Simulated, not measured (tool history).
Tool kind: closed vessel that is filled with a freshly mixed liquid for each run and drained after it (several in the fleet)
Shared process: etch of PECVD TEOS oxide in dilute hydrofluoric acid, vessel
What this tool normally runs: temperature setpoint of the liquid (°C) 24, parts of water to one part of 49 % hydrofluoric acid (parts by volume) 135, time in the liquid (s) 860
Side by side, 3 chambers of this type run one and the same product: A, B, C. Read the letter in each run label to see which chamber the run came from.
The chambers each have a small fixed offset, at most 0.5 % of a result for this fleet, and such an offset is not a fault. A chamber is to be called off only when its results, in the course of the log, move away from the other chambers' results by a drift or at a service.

run,hour,temperature setpoint of the liquid (°C),parts of water to one part of 49 % hydrofluoric acid (parts by volume),time in the liquid (s),"read-back film thickness of the PECVD TEOS oxide reference wafer, read on the same gauge (nm)",thickness taken off the PECVD TEOS oxide on a monitor wafer (Å)
1A,7.2,24,135,860,30.003,529.59
2B,13.4,24,135,860,30.036,535.55
3C,20.5,24,135,860,30,533.88
4C,24.7,24,135,860,29.964,531.75
5B,31.4,24,135,860,29.968,533.58
6A,35.5,24,135,860,30.032,535.82
7A,42.9,24,135,860,30.012,540.96
8C,47.1,24,135,860,30.02,535.35
9B,50.6,24,85,1230,30.06,1304
10A,58.1,24,85,1230,30.04,1305.5
11B,64.7,24,85,1230,30.042,1299
12C,71.3,24,135,860,30.01,533.87
13B,74.8,24,135,860,30.023,530.15
14A,82.4,22,135,860,30.018,519.99
15C,86.8,22,135,860,29.968,492.12
16A,91.1,22,135,860,29.974,526.94
17C,96,24,135,860,30.051,534.66
18B,100.2,24,135,860,29.997,535.12
19C,105.9,24,135,860,30.014,529.86
20A,110.9,24,135,860,30.017,588.91

Predict what each chamber gives when all 3 of them run the settings below next.
21A,116.5,24,135,860,,?
21B,116.5,24,135,860,,?
21C,116.5,24,135,860,,?

run,thickness taken off the PECVD TEOS oxide on a monitor wafer (Å)
21A,593.9
21B,536.21
21C,539.57
